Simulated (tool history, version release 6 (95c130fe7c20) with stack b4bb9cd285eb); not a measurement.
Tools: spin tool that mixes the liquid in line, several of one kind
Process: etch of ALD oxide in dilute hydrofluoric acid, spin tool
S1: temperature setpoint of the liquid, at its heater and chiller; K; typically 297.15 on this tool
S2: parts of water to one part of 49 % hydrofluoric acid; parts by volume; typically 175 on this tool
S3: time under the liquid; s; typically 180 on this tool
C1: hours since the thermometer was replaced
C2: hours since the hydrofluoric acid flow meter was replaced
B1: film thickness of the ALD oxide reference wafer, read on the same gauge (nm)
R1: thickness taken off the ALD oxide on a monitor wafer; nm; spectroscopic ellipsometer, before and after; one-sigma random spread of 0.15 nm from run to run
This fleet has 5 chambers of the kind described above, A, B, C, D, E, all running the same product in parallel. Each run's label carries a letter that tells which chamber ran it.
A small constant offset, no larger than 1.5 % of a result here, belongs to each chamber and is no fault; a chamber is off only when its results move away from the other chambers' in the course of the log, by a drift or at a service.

run,hour,S1,S2,S3,C1,C2,B1,R1
1A,8.1,297.15,175,180,853.5,787.6,120.01,21.901
2C,15.6,297.15,175,180,1286.6,196.7,119.97,21.937
3B,22.4,297.15,175,180,939,1983,119.98,22.068
4D,35.2,297.15,175,180,1863.6,1376.8,119.99,22.492
5E,41.6,297.15,175,180,621.5,286.1,120,22.351
# hour 44.5: chamber B: thermometer replaced
6B,48.9,297.15,175,180,4.5,2009.5,120.02,22.416
7E,59.7,297.15,175,180,639.6,304.2,119.99,22.315
8A,66.8,297.15,175,180,912.2,846.3,120.01,22.005
9D,72.6,301.15,175,180,1901,1414.2,120.01,25.925
10C,81.6,301.15,175,180,1352.6,262.7,120.03,25.461
11A,93.4,301.15,175,180,938.8,872.9,120,25.045
12C,101.6,301.15,175,180,1372.6,282.7,120,25.713
13D,110.3,301.15,175,180,1938.7,1451.9,120.02,25.707
14E,122.9,292.65,175,230,702.8,367.4,119.99,23.507
15B,130.9,292.65,175,230,86.5,2091.5,120.02,23.76
16E,140.9,292.65,175,230,720.8,385.4,119.99,23.582
17D,151.4,292.65,175,230,1979.8,1493,120.02,23.865
18B,164.5,292.65,175,230,120.1,2125.1,119.96,24.11
19C,176.2,297.15,175,180,1447.2,357.3,120.02,22.23
20A,187.6,297.15,175,180,1033,967.1,119.99,21.717
21D,200.3,297.15,175,180,2028.7,1541.9,119.99,22.247
22A,210.1,297.15,175,180,1055.5,989.6,119.99,21.999
23B,216.4,297.15,175,180,172,2177,120.01,22.269
24E,227.6,297.15,175,180,807.5,472.1,119.98,21.335
25C,236.6,297.15,175,180,1507.6,417.7,120.02,22.386
# hour 246.6: chamber B: hydrofluoric acid flow meter replaced
26D,248.1,297.15,175,180,2076.5,1589.7,119.99,22.429
27E,259.2,294.15,175,145,839.1,503.7,120,15.356
28A,267.8,294.15,175,145,1113.2,1047.3,119.98,15.676
29B,280.6,294.15,175,145,236.2,34,120.02,16.085
30C,290.1,294.15,175,145,1561.1,471.2,120.01,15.991
31E,297.4,294.15,175,145,877.3,541.9,119.97,14.859
32A,305.6,297.15,175,180,1151,1085.1,120.05,21.716
33B,317.5,297.15,175,180,273.1,70.9,120.02,22.358
34D,328.3,297.15,175,180,2156.7,1669.9,120.01,22.412
35C,337.6,297.15,175,180,1608.6,518.7,120,22.266
36E,347.1,297.15,175,180,927,591.6,120.01,20.396
37C,357.7,297.15,175,180,1628.7,538.8,120.04,22.195
38D,365.6,297.15,175,180,2194,1707.2,119.97,22.517

Read the log: is a single chamber off, either drifting away or since a service, is the gauge that measures every chamber drifting, or is nothing wrong beyond small per-chamber offsets? Name any odd chamber and what most likely caused it.

Little by little, chamber E moves away from the other chambers.
Most likely cause: hydrofluoric acid flow below the setpoint (%) = 6.65.
It could be hard to tell apart here from: liquid colder than its thermometer reads (K).

Which of the 4 candidates below, each the usual settings with something changed and its results left as question marks, puts chamber E back in line with what the other chambers give on the usual settings?
Maximum distance from the other chambers' mean on the usual settings for a result to count as in line: R1 0.54 nm
39E-1,375,297.15,170,180,,,,?
39E-2,375,297.15,175,175,,,,?
39E-3,375,297.15,170,190,,,,?
39E-4,375,297.15,175,165,,,,?

What the other chambers average on the usual settings: R1 22.195 nm
run,R1
39E-1,21.157
39E-2,19.855
39E-3,22.332
39E-4,18.72
The right change is 39E-3: it brings the chamber back within the allowed miss of the others.

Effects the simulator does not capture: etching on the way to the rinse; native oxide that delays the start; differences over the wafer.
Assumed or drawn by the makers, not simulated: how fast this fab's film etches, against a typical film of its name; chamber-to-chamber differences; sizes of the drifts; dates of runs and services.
